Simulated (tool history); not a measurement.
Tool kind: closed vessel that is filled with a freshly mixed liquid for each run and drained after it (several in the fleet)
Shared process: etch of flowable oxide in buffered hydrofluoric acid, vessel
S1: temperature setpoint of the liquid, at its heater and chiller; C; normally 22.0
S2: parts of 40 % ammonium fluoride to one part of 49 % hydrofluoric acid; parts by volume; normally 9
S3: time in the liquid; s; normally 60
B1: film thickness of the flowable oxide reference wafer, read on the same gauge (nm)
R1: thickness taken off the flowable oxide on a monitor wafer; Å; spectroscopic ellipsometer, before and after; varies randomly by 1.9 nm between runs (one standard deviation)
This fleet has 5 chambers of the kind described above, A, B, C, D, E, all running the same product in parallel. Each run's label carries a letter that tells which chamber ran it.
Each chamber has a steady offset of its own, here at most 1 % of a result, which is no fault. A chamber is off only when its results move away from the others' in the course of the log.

Run 1B, hour 10.7: usual settings; B1 100.010. Result: R1 2339.1 Å.
Run 2A, hour 23.4: usual settings; B1 100.030. Result: R1 2383.3 Å.
At hour 25.7: chamber A: hydrofluoric acid flow meter replaced.
Run 3C, hour 35.8: usual settings; B1 100.020. Result: R1 2351.3 Å.
Run 4D, hour 49.3: usual settings; B1 100.010. Result: R1 2317.2 Å.
Run 5E, hour 61.8: usual settings; B1 99.978. Result: R1 2326.1 Å.
Run 6C, hour 70.1: usual settings; B1 100.030. Result: R1 2309.0 Å.
Run 7E, hour 78.8: usual settings; B1 99.996. Result: R1 2290.5 Å.
Run 8A, hour 87.9: usual settings; B1 100.010. Result: R1 2352.6 Å.
Run 9B, hour 96.5: usual settings; B1 100.030. Result: R1 2366.6 Å.
Run 10D, hour 107.4: usual settings; B1 99.963. Result: R1 2312.9 Å.
Run 11D, hour 120.9: usual settings; B1 100.000. Result: R1 2329.2 Å.
Run 12C, hour 133.8: usual settings but S3 40 s; B1 99.981. Result: R1 1556.3 Å.
Run 13A, hour 144.7: usual settings but S3 40 s; B1 99.998. Result: R1 1565.3 Å.
Run 14B, hour 151.4: usual settings but S3 40 s; B1 100.010. Result: R1 1573.8 Å.
Run 15E, hour 165.2: usual settings but S3 40 s; B1 99.990. Result: R1 1532.6 Å.
Run 16C, hour 171.5: usual settings but S3 40 s; B1 99.980. Result: R1 1557.5 Å.
Run 17D, hour 181.7: usual settings; B1 99.962. Result: R1 2357.9 Å.
Run 18B, hour 193.7: usual settings but S3 35 s; B1 100.020. Result: R1 1366.9 Å.
Run 19E, hour 202.7: usual settings but S3 35 s; B1 99.983. Result: R1 1363.2 Å.
Run 20A, hour 213.8: usual settings but S3 35 s; B1 100.000. Result: R1 1379.0 Å.
Run 21B, hour 226.9: usual settings but S3 35 s; B1 100.050. Result: R1 1385.3 Å.
Run 22D, hour 236.7: usual settings but S3 35 s; B1 100.020. Result: R1 1376.2 Å.
Run 23C, hour 245.0: usual settings; B1 100.030. Result: R1 2288.6 Å.
Run 24A, hour 256.0: usual settings; B1 100.020. Result: R1 2369.2 Å.
Run 25E, hour 262.8: usual settings; B1 100.010. Result: R1 2288.6 Å.
Run 26A, hour 270.9: usual settings; B1 99.981. Result: R1 2385.3 Å.
Run 27D, hour 279.1: usual settings; B1 100.020. Result: R1 2325.0 Å.
Run 28C, hour 292.4: usual settings; B1 99.986. Result: R1 2246.1 Å.
Run 29E, hour 300.4: usual settings; B1 99.996. Result: R1 2333.0 Å.
Run 30B, hour 311.6: usual settings; B1 100.010. Result: R1 2357.2 Å.
Run 31B, hour 322.2: usual settings; B1 100.010. Result: R1 2362.5 Å.
Run 32C, hour 331.4: usual settings; B1 100.010. Result: R1 2249.8 Å.
Run 33A, hour 343.6: usual settings; B1 99.983. Result: R1 2390.9 Å.
Run 34E, hour 350.2: usual settings but S1 26.0 C, S2 7 parts by volume; B1 100.010. Result: R1 3739.4 Å.
Run 35D, hour 361.4: usual settings but S1 26.0 C, S2 7 parts by volume; B1 99.969. Result: R1 3801.1 Å.
Run 36C, hour 373.7: usual settings but S1 26.0 C, S2 7 parts by volume; B1 100.010. Result: R1 3517.9 Å.
At hour 381.6: chamber B: hydrofluoric acid flow meter replaced.
At hour 383.0: chamber D: thermometer replaced.
Run 37A, hour 384.0: usual settings but S1 26.0 C, S2 7 parts by volume; B1 100.010. Result: R1 3807.2 Å.
Run 38D, hour 391.1: usual settings but S1 26.0 C, S2 7 parts by volume; B1 100.030. Result: R1 3752.1 Å.
Run 39E, hour 402.6: usual settings but S1 24.5 C; B1 100.000. Result: R1 2645.6 Å.
Run 40B, hour 416.6: usual settings but S1 24.5 C; B1 100.010. Result: R1 2670.8 Å.
Run 41A, hour 426.6: usual settings but S1 24.5 C; B1 99.964. Result: R1 2703.8 Å.
Run 42D, hour 437.7: usual settings but S1 24.5 C; B1 100.020. Result: R1 2627.3 Å.

Which is it: a chamber that has drifted or been left off by a service, a gauge drift common to all chambers, or only each chamber's usual small offset? If a chamber is off, name it and its likeliest cause.

One chamber, C, drifts off from the rest bit by bit.
Cause: hydrofluoric acid flow below the setpoint (%) = 12.4.
From this log alone, it may not be told apart from: liquid colder than its thermometer reads (K).

Below are 4 candidate recipes for chamber C's next run, each the usual settings with a change, their results shown as question marks. Which of them brings C's results back in line with what the other chambers give on the usual settings?
To be in line, a result may differ from the other chambers' mean on the usual settings by at most: R1 65.0 Å
Run 43C-1, hour 447.9: usual settings but S1 20.5 C, S2 10 parts by volume. Result: R1 ?.
Run 43C-2, hour 447.9: usual settings but S1 22.5 C, S3 70 s. Result: R1 ?.
Run 43C-3, hour 447.9: usual settings but S1 23.5 C. Result: R1 ?.
Run 43C-4, hour 447.9: usual settings but S3 55 s. Result: R1 ?.

The mean the other chambers reach with the usual settings: R1 2336.3 Å
  run      R1
43C-1  1764.4
43C-2  2553.7
43C-3  2313.6
43C-4  1951.9
43C-3 puts the chamber back in line with the other chambers.

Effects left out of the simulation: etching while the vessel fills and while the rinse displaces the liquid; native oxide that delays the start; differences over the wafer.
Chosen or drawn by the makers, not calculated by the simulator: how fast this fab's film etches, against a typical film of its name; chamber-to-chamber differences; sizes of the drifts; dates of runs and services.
